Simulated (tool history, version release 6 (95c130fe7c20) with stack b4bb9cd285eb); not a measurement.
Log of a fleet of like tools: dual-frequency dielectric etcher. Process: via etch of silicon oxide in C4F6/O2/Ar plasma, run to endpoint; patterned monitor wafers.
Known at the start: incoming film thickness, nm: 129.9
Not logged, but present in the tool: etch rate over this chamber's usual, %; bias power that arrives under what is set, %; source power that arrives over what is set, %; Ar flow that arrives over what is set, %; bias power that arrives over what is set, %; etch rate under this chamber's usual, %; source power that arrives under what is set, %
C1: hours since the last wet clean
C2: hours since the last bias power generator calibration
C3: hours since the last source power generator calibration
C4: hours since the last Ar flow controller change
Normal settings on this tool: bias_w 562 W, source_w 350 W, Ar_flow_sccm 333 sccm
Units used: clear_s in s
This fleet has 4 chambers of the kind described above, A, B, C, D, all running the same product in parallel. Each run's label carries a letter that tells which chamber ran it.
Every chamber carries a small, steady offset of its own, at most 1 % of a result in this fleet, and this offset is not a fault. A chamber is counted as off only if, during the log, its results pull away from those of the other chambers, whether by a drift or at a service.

{"run": "1B", "hour": 6.3, "bias_w": 562, "source_w": 350, "Ar_flow_sccm": 333, "C1": 309.9, "C2": 364.0, "C3": 311.3, "C4": 1069.5, "clear_s": 29.167}
{"run": "2C", "hour": 15.7, "bias_w": 562, "source_w": 350, "Ar_flow_sccm": 333, "C1": 265.3, "C2": 4355.8, "C3": 3580.6, "C4": 922.9, "clear_s": 29.33}
{"run": "3A", "hour": 22.2, "bias_w": 562, "source_w": 350, "Ar_flow_sccm": 333, "C1": 552.3, "C2": 353.0, "C3": 192.3, "C4": 1052.4, "clear_s": 29.395}
{"hour": 22.5, "done": "chamber A: wet clean of the chamber"}
{"run": "4D", "hour": 31.1, "bias_w": 562, "source_w": 350, "Ar_flow_sccm": 333, "C1": 304.5, "C2": 1120.1, "C3": 567.2, "C4": 941.6, "clear_s": 29.174}
{"run": "5B", "hour": 39.5, "bias_w": 562, "source_w": 350, "Ar_flow_sccm": 333, "C1": 343.1, "C2": 397.2, "C3": 344.5, "C4": 1102.7, "clear_s": 29.084}
{"run": "6A", "hour": 43.7, "bias_w": 562, "source_w": 350, "Ar_flow_sccm": 333, "C1": 21.3, "C2": 374.5, "C3": 213.8, "C4": 1073.9, "clear_s": 29.482}
{"run": "7D", "hour": 48.5, "bias_w": 562, "source_w": 400, "Ar_flow_sccm": 333, "C1": 321.9, "C2": 1137.5, "C3": 584.6, "C4": 959.0, "clear_s": 27.703}
{"run": "8C", "hour": 56.4, "bias_w": 562, "source_w": 400, "Ar_flow_sccm": 333, "C1": 306.0, "C2": 4396.5, "C3": 3621.3, "C4": 963.6, "clear_s": 27.854}
{"run": "9A", "hour": 63.8, "bias_w": 562, "source_w": 400, "Ar_flow_sccm": 333, "C1": 41.4, "C2": 394.6, "C3": 233.9, "C4": 1094.0, "clear_s": 27.81}
{"run": "10D", "hour": 70.8, "bias_w": 562, "source_w": 400, "Ar_flow_sccm": 333, "C1": 344.2, "C2": 1159.8, "C3": 606.9, "C4": 981.3, "clear_s": 27.639}
{"run": "11B", "hour": 75.3, "bias_w": 562, "source_w": 350, "Ar_flow_sccm": 333, "C1": 378.9, "C2": 433.0, "C3": 380.3, "C4": 1138.5, "clear_s": 29.265}
{"run": "12C", "hour": 82.2, "bias_w": 562, "source_w": 350, "Ar_flow_sccm": 333, "C1": 331.8, "C2": 4422.3, "C3": 3647.1, "C4": 989.4, "clear_s": 29.341}
{"run": "13B", "hour": 91.7, "bias_w": 562, "source_w": 350, "Ar_flow_sccm": 333, "C1": 395.3, "C2": 449.4, "C3": 396.7, "C4": 1154.9, "clear_s": 29.281}
{"run": "14A", "hour": 98.4, "bias_w": 562, "source_w": 350, "Ar_flow_sccm": 333, "C1": 76.0, "C2": 429.2, "C3": 268.5, "C4": 1128.6, "clear_s": 29.276}
{"run": "15C", "hour": 103.6, "bias_w": 562, "source_w": 350, "Ar_flow_sccm": 333, "C1": 353.2, "C2": 4443.7, "C3": 3668.5, "C4": 1010.8, "clear_s": 29.371}
{"hour": 110.8, "done": "chamber B: wet clean of the chamber"}
{"run": "16D", "hour": 112.8, "bias_w": 562, "source_w": 350, "Ar_flow_sccm": 333, "C1": 386.2, "C2": 1201.8, "C3": 648.9, "C4": 1023.3, "clear_s": 28.998}
{"run": "17D", "hour": 121.4, "bias_w": 562, "source_w": 350, "Ar_flow_sccm": 333, "C1": 394.8, "C2": 1210.4, "C3": 657.5, "C4": 1031.9, "clear_s": 29.002}
{"run": "18A", "hour": 127.4, "bias_w": 562, "source_w": 350, "Ar_flow_sccm": 333, "C1": 105.0, "C2": 458.2, "C3": 297.5, "C4": 1157.6, "clear_s": 29.047}
{"run": "19C", "hour": 133.0, "bias_w": 562, "source_w": 350, "Ar_flow_sccm": 333, "C1": 382.6, "C2": 4473.1, "C3": 3697.9, "C4": 1040.2, "clear_s": 29.222}
{"run": "20B", "hour": 137.8, "bias_w": 562, "source_w": 350, "Ar_flow_sccm": 333, "C1": 27.0, "C2": 495.5, "C3": 442.8, "C4": 1201.0, "clear_s": 29.177}
{"run": "21A", "hour": 146.6, "bias_w": 562, "source_w": 350, "Ar_flow_sccm": 333, "C1": 124.2, "C2": 477.4, "C3": 316.7, "C4": 1176.8, "clear_s": 29.095}
{"run": "22C", "hour": 151.8, "bias_w": 562, "source_w": 350, "Ar_flow_sccm": 333, "C1": 401.4, "C2": 4491.9, "C3": 3716.7, "C4": 1059.0, "clear_s": 29.3}
{"run": "23B", "hour": 158.9, "bias_w": 562, "source_w": 350, "Ar_flow_sccm": 333, "C1": 48.1, "C2": 516.6, "C3": 463.9, "C4": 1222.1, "clear_s": 29.219}
{"hour": 164.8, "done": "chamber C: wet clean of the chamber"}
{"run": "24D", "hour": 167.6, "bias_w": 562, "source_w": 350, "Ar_flow_sccm": 333, "C1": 441.0, "C2": 1256.6, "C3": 703.7, "C4": 1078.1, "clear_s": 29.062}
{"run": "25A", "hour": 172.8, "bias_w": 562, "source_w": 350, "Ar_flow_sccm": 333, "C1": 150.4, "C2": 503.6, "C3": 342.9, "C4": 1203.0, "clear_s": 29.181}
{"run": "26C", "hour": 179.3, "bias_w": 562, "source_w": 350, "Ar_flow_sccm": 333, "C1": 14.6, "C2": 4519.4, "C3": 3744.2, "C4": 1086.5, "clear_s": 30.333}
{"run": "27B", "hour": 186.6, "bias_w": 562, "source_w": 350, "Ar_flow_sccm": 333, "C1": 75.8, "C2": 544.3, "C3": 491.6, "C4": 1249.8, "clear_s": 29.174}
{"hour": 187.1, "done": "chamber D: wet clean of the chamber"}
{"run": "28D", "hour": 192.0, "bias_w": 562, "source_w": 350, "Ar_flow_sccm": 333, "C1": 5.0, "C2": 1281.0, "C3": 728.1, "C4": 1102.5, "clear_s": 29.046}
{"run": "29A", "hour": 199.2, "bias_w": 562, "source_w": 350, "Ar_flow_sccm": 333, "C1": 176.8, "C2": 530.0, "C3": 369.3, "C4": 1229.4, "clear_s": 29.092}
{"run": "30D", "hour": 203.8, "bias_w": 562, "source_w": 350, "Ar_flow_sccm": 333, "C1": 16.8, "C2": 1292.8, "C3": 739.9, "C4": 1114.3, "clear_s": 28.971}
{"run": "31C", "hour": 211.4, "bias_w": 562, "source_w": 350, "Ar_flow_sccm": 333, "C1": 46.7, "C2": 4551.5, "C3": 3776.3, "C4": 1118.6, "clear_s": 30.459}
{"run": "32B", "hour": 217.8, "bias_w": 562, "source_w": 350, "Ar_flow_sccm": 333, "C1": 107.0, "C2": 575.5, "C3": 522.8, "C4": 1281.0, "clear_s": 29.07}
{"run": "33A", "hour": 222.5, "bias_w": 473, "source_w": 400, "Ar_flow_sccm": 333, "C1": 200.1, "C2": 553.3, "C3": 392.6, "C4": 1252.7, "clear_s": 29.7}
{"run": "34C", "hour": 230.7, "bias_w": 473, "source_w": 400, "Ar_flow_sccm": 333, "C1": 66.0, "C2": 4570.8, "C3": 3795.6, "C4": 1137.9, "clear_s": 30.754}
{"run": "35D", "hour": 237.5, "bias_w": 473, "source_w": 400, "Ar_flow_sccm": 333, "C1": 50.5, "C2": 1326.5, "C3": 773.6, "C4": 1148.0, "clear_s": 29.312}
{"run": "36B", "hour": 244.3, "bias_w": 473, "source_w": 400, "Ar_flow_sccm": 333, "C1": 133.5, "C2": 602.0, "C3": 549.3, "C4": 1307.5, "clear_s": 29.474}
{"run": "37C", "hour": 251.1, "bias_w": 562, "source_w": 350, "Ar_flow_sccm": 304, "C1": 86.4, "C2": 4591.2, "C3": 3816.0, "C4": 1158.3, "clear_s": 30.02}
{"run": "38B", "hour": 256.2, "bias_w": 562, "source_w": 350, "Ar_flow_sccm": 304, "C1": 145.4, "C2": 613.9, "C3": 561.2, "C4": 1319.4, "clear_s": 28.95}

Read the log: is a single chamber off, either drifting away or since a service, is the gauge that measures every chamber drifting, or is nothing wrong beyond small per-chamber offsets? Name any odd chamber and what most likely caused it.

A service on chamber C put it out of line with the rest.
Likeliest cause: etch rate under this chamber's usual, % = 2.98.

Chamber C could run next with any of the 4 candidate recipes listed below; each alters the usual settings, and their results appear as question marks. Which one brings its results back in line with what the other chambers deliver on the usual settings?
A result is in line if it is within this distance of the other chambers' mean on the usual settings: clear_s 0.440 s
{"run": "39C-1", "hour": 263.0, "bias_w": 535, "source_w": 330, "Ar_flow_sccm": 338, "clear_s": "?"}
{"run": "39C-2", "hour": 263.0, "bias_w": 620, "source_w": 390, "Ar_flow_sccm": 333, "clear_s": "?"}
{"run": "39C-3", "hour": 263.0, "bias_w": 618, "source_w": 350, "Ar_flow_sccm": 333, "clear_s": "?"}
{"run": "39C-4", "hour": 263.0, "bias_w": 562, "source_w": 290, "Ar_flow_sccm": 349, "clear_s": "?"}

Other chambers, usual settings, mean: clear_s 29.146 s
run=39C-1 clear_s=31.538
run=39C-2 clear_s=28.009
run=39C-3 clear_s=29.171
run=39C-4 clear_s=32.566
With 39C-3, the chamber falls back in line with the rest.
